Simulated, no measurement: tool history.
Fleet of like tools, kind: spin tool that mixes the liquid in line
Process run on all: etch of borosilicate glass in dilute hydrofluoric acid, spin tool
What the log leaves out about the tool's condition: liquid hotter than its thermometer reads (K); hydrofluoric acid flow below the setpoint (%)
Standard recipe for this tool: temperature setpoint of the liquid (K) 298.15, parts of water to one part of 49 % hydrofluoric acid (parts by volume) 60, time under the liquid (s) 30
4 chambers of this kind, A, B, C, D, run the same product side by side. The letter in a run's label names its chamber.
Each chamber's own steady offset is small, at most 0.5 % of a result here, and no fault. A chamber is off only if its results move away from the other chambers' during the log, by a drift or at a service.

run     day  temperature setpoint of the liquid (K)  parts of water to one part of 49 % hydrofluoric acid (parts by volume)  time under the liquid (s)  hours since the thermometer was replaced  hours since the hydrofluoric acid flow meter was replaced  read-back film thickness of the borosilicate glass reference wafer, read on the same gauge (nm)  thickness taken off the borosilicate glass on a monitor wafer (nm)
 1A   0.508                                  298.15                                                                      60                         30                                    1131.2                                                      342.4                                                                                           139.99                                                              22.539
        0.6  -- chamber D: hydrofluoric acid flow meter replaced
 2C   1.125                                  298.15                                                                      60                         30                                    1665.2                                                      269.4                                                                                           139.96                                                               22.97
 3B   1.646                                  298.15                                                                      60                         30                                    1204.1                                                      418.7                                                                                           139.99                                                              22.786
 4D   2.038                                  298.15                                                                      60                         30                                    1004.3                                                       34.6                                                                                           140.01                                                               22.42
 5B   2.467                                  298.15                                                                      35                         30                                    1223.8                                                      438.4                                                                                           140.01                                                              40.487
 6D   2.829                                  298.15                                                                      35                         30                                    1023.3                                                       53.6                                                                                           139.98                                                              40.083
 7C   3.392                                  298.15                                                                      35                         30                                    1719.6                                                      323.8                                                                                              140                                                              40.949
 8A   3.983                                  298.15                                                                      35                         30                                    1214.6                                                      425.8                                                                                           139.97                                                              38.576
 9A   4.604                                  298.15                                                                      60                         30                                    1229.5                                                      440.7                                                                                           140.01                                                              22.387
10D   5.217                                  298.15                                                                      60                         30                                    1080.6                                                      110.9                                                                                              140                                                               22.68
11B   5.546                                  298.15                                                                      60                         30                                    1297.7                                                      512.3                                                                                              140                                                              22.789
12C   6.079                                  298.15                                                                      60                         30                                    1784.1                                                      388.3                                                                                           139.99                                                              22.982
13B   6.625                                  302.15                                                                      60                         30                                    1323.6                                                      538.2                                                                                           139.97                                                              26.873
14D   7.017                                  302.15                                                                      60                         30                                    1123.8                                                      154.1                                                                                           140.02                                                              27.229
15A   7.462                                  302.15                                                                      60                         30                                    1298.1                                                      509.3                                                                                           139.96                                                              25.199
16C   7.804                                  302.15                                                                      60                         30                                    1825.5                                                      429.7                                                                                           139.99                                                              26.735
17A   8.312                                  298.15                                                                      60                         40                                    1318.5                                                      529.7                                                                                           139.99                                                              28.001
18B   8.758                                  298.15                                                                      60                         40                                    1374.8                                                      589.4                                                                                           140.05                                                              30.563
19C   9.146                                  298.15                                                                      60                         40                                    1857.7                                                      461.9                                                                                           139.99                                                              30.291
20D   9.542                                  298.15                                                                      60                         40                                    1184.4                                                      214.7                                                                                           139.99                                                              30.119
21C   9.954                                  298.15                                                                      60                         30                                    1877.1                                                      481.3                                                                                           140.01                                                              23.033
22B  10.225                                  298.15                                                                      60                         30                                      1410                                                      624.6                                                                                           139.99                                                              22.815
23D  10.546                                  298.15                                                                      60                         30                                    1208.5                                                      238.8                                                                                           140.02                                                              22.389
24A  10.883                                  298.15                                                                      60                         30                                    1380.2                                                      591.4                                                                                           140.01                                                              20.337
25C  11.408                                  296.65                                                                      80                         30                                      1912                                                      516.2                                                                                           139.99                                                              15.671
26D  11.696                                  296.65                                                                      80                         30                                    1236.1                                                      266.4                                                                                           139.98                                                              15.752
     12.067  -- chamber B: hydrofluoric acid flow meter replaced
27B  12.304                                  296.65                                                                      80                         30                                    1459.9                                                        5.7                                                                                           140.03                                                              15.675
28A  12.662                                  296.65                                                                      80                         30                                    1422.9                                                      634.1                                                                                              140                                                              13.966

Decide between three cases: one chamber stands off from its peers, the gauge reading all wafers drifts, or nothing is wrong past each chamber's small offset. Where a chamber is off, say which and what most likely put it there.

It is chamber A that slowly wanders off from its peers.
Cause: hydrofluoric acid flow below the setpoint (%) = 10.1.
Not necessarily distinguishable in this log from: liquid colder than its thermometer reads (K).

Below are 4 candidate recipes for chamber A's next run, each the usual settings with a change, their results shown as question marks. Which of them brings A's results back in line with what the other chambers give on the usual settings?
In-line tolerance around the mean of the other chambers on the usual settings: thickness taken off the borosilicate glass on a monitor wafer (nm) 0.73
29A-1  13.108                                  296.65                                                                      60                         30                                                                                                                                                                                                                                                                         ?
29A-2  13.108                                  298.65                                                                      55                         30                                                                                                                                                                                                                                                                         ?
29A-3  13.108                                  295.15                                                                      60                         30                                                                                                                                                                                                                                                                         ?
29A-4  13.108                                  299.65                                                                      60                         30                                                                                                                                                                                                                                                                         ?

Other chambers, usual settings, mean: thickness taken off the borosilicate glass on a monitor wafer (nm) 22.749
  run  thickness taken off the borosilicate glass on a monitor wafer (nm)
29A-1                                                              18.848
29A-2                                                              22.449
29A-3                                                               17.73
29A-4                                                              21.269
29A-2 puts the chamber back in line with the other chambers.

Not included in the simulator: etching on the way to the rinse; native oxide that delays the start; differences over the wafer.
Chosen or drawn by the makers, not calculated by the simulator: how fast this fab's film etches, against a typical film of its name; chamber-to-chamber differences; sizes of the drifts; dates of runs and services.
